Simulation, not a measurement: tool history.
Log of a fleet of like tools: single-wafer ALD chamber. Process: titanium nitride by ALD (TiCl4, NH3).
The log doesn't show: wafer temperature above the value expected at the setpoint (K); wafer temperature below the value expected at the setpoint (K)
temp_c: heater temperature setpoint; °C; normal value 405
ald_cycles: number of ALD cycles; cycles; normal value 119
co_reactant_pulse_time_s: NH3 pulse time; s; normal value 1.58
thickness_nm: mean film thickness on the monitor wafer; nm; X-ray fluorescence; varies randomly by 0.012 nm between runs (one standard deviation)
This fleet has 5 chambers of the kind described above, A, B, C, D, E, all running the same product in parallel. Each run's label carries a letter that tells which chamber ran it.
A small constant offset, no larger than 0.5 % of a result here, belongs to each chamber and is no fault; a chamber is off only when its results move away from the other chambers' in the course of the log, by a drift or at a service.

run	day	temp_c	ald_cycles	co_reactant_pulse_time_s	hours since the last thermocouple change	read-back reference wafer on the same gauge, thickness_nm	thickness_nm
1A	0.533	405	119	1.58	2145.0	2.4712	2.6048
2E	1.117	405	119	1.58	1485.2	2.4701	2.5938
3D	1.621	405	119	1.58	331.3	2.4728	2.6073
4B	2.146	405	119	1.58	531.2	2.4707	2.6078
5C	2.512	405	119	1.58	567.7	2.4688	2.5998
6A	2.804	412	119	1.58	2199.5	2.4710	2.6098
7E	3.433	412	119	1.58	1540.8	2.4672	2.6339
8B	3.883	412	119	1.58	572.9	2.4684	2.6280
9D	4.450	412	119	1.58	399.2	2.4706	2.6045
10C	4.871	412	119	1.58	624.3	2.4678	2.6415
11C	5.438	405	119	1.58	637.9	2.4699	2.6161
12B	5.717	405	119	1.58	616.9	2.4731	2.6154
13E	6.071	405	119	1.58	1604.1	2.4652	2.6098
14A	6.688	405	119	1.58	2292.7	2.4695	2.5957
15D	7.288	415	112	1.58	467.3	2.4681	2.4702
16D	7.571	415	112	1.58	474.1	2.4697	2.4461
17A	7.992	415	112	1.58	2324.0	2.4699	2.4796
18B	8.388	415	112	1.58	681.0	2.4670	2.4694
19C	8.758	415	112	1.58	717.6	2.4706	2.4756
20E	9.100	405	119	1.58	1676.8	2.4650	2.5967
21E	9.533	405	119	1.58	1687.2	2.4714	2.5901
22A	10.038	405	119	1.58	2373.1	2.4702	2.5955
23C	10.612	405	119	1.58	762.1	2.4699	2.5967
24B	11.071	405	119	1.58	745.4	2.4679	2.6266
25D	11.612	405	119	1.58	571.1	2.4667	2.5870
26E	12.000	405	101	1.85	1746.4	2.4710	2.2224
27A	12.600	405	101	1.85	2434.6	2.4696	2.2201
28B	13.100	405	101	1.85	794.1	2.4690	2.2253
29C	13.408	405	101	1.85	829.2	2.4722	2.2520
30D	13.812	405	101	1.85	623.9	2.4680	2.2211
31A	14.196	405	119	1.58	2472.9	2.4696	2.6154
32D	14.700	405	119	1.58	645.2	2.4681	2.6004
33B	15.275	405	119	1.58	846.3	2.4693	2.6356
34C	15.629	405	119	1.58	882.5	2.4663	2.6444
# day 15.846: chamber A: thermocouple changed; heater temperature recalibrated
35E	16.092	405	119	1.58	1844.6	2.4698	2.5900
36A	16.388	405	119	1.58	13.0	2.4748	2.6101
37D	16.867	405	119	1.58	697.2	2.4696	2.5880
38C	17.221	405	119	1.58	920.7	2.4695	2.6013
39B	17.604	405	119	1.58	902.2	2.4697	2.6303
40E	18.025	405	119	1.58	1891.0	2.4721	2.6009
41B	18.642	405	119	1.58	927.1	2.4701	2.6159
42D	19.100	405	119	1.58	750.8	2.4687	2.5991
43A	19.538	405	119	1.58	88.6	2.4694	2.6047

One chamber off, gauge drift, or nothing amiss beyond the chambers' own small offsets? If it is a chamber, which one, and what is the likeliest cause?

Neither any chamber nor the gauge drifts; the chambers differ only by their own small, steady offsets.
